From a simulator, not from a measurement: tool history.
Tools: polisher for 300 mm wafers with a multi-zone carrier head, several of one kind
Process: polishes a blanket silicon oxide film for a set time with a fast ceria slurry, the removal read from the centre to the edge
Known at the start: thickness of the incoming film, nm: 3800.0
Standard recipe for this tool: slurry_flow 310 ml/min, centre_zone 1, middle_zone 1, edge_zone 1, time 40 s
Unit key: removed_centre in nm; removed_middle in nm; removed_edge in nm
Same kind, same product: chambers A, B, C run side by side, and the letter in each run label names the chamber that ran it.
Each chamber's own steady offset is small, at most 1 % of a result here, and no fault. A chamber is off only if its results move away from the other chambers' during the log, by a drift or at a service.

run     day  slurry_flow  centre_zone  middle_zone  edge_zone  time  removed_centre  removed_middle  removed_edge
      0.192  -- chamber A: worn pad replaced by a new one
 1B   0.412          310            1            1          1    40          717.35          716.47        719.16
 2A   0.846          310            1            1          1    40           731.1          718.61        733.17
 3C   1.408          310            1            1          1    40          724.58          726.52        716.08
      1.462  -- chamber C: worn pad replaced by a new one
      1.725  -- chamber B: worn pad replaced by a new one
 4B   1.783          310            1            1          1    40          728.83          747.86        720.87
 5A     2.2          310            1            1          1    40          735.65          739.41        725.03
 6C   2.633          310            1            1          1    40          720.92          729.18        731.52
      2.904  -- chamber A: worn pad replaced by a new one
 7B   3.033          310            1            1          1    40          720.36          728.92        724.51
 8C   3.625          310            1            1          1    40          718.07           732.6        734.32
 9A   3.971          310            1            1          1    40          732.26          728.32        736.08
      4.346  -- chamber B: worn pad replaced by a new one
10B   4.462          310            1            1          1    40          726.36          733.47        721.24
11C    4.95          310            1            1          1    40          718.49          718.11        731.84
        5.1  -- chamber C: worn pad replaced by a new one
      5.283  -- chamber A: worn pad replaced by a new one
12A   5.467          310            1            1          1    40          727.94          742.89        736.34
13C   5.825          310            1            1          1    40          718.25          733.54        713.78
14A     6.1          310            1            1          1    40          732.12          719.22        716.45
15B   6.429          310            1            1          1    40          746.81          736.05        725.69
      6.779  -- chamber B: worn pad replaced by a new one
16B       7          310            1            1          1    40          737.74          734.65        728.63
17A   7.329          310            1            1          1    40          744.27          746.87        714.44
      7.808  -- chamber A: worn pad replaced by a new one
18C   7.917          310            1            1          1    40          721.52           730.2        718.58
19B     8.2          310            1            1          1    32          600.96          581.43        583.37
20A     8.6          310            1            1          1    32          586.44           591.6        587.15
      8.904  -- chamber C: worn pad replaced by a new one
21C   9.021          310            1            1          1    32          580.82           577.8        583.22
22C   9.292          310         0.91         0.96          1    40          646.71           699.8        707.72
23B   9.642          310         0.91         0.96          1    40          677.88          696.68        717.62
      9.775  -- chamber B: worn pad replaced by a new one
24A  10.217          310         0.91         0.96          1    40          663.43          707.12        720.33
     10.371  -- chamber A: worn pad replaced by a new one
25B  10.762          310            1            1          1    40          751.82          716.21        724.59
26C  11.204          210            1            1          1    40          685.77          693.51        690.69
27A  11.496          210            1            1          1    40          697.22          692.24        706.36
28A  11.775          210            1            1          1    40          699.01          702.84        705.55
     11.942  -- chamber C: worn pad replaced by a new one
     12.092  -- chamber A: edge zone pressure recalibrated
29C  12.325          310            1            1          1    40          715.15          714.69        714.34
30B    12.6          310            1            1          1    40          757.13          731.57        724.32
     12.692  -- chamber B: worn pad replaced by a new one
31A  12.862          310            1            1          1    40          730.88          723.28        737.69
32B  13.271          310            1            1          1    40          760.77          722.98        715.99
33C  13.625          310            1            1          1    40          726.25          711.68        729.07

Next, all 3 chambers run the settings below, one line each with question marks for the results. What does each chamber give?
34A  14.058          310         1.07            1          1    40               ?               ?             ?
34B  14.058          310         1.07            1          1    40               ?               ?             ?
34C  14.058          310         1.07            1          1    40               ?               ?             ?

run  removed_centre  removed_middle  removed_edge
34A          785.01          719.64        716.54
34B          825.75          722.03        719.61
34C           775.9          719.15        730.61
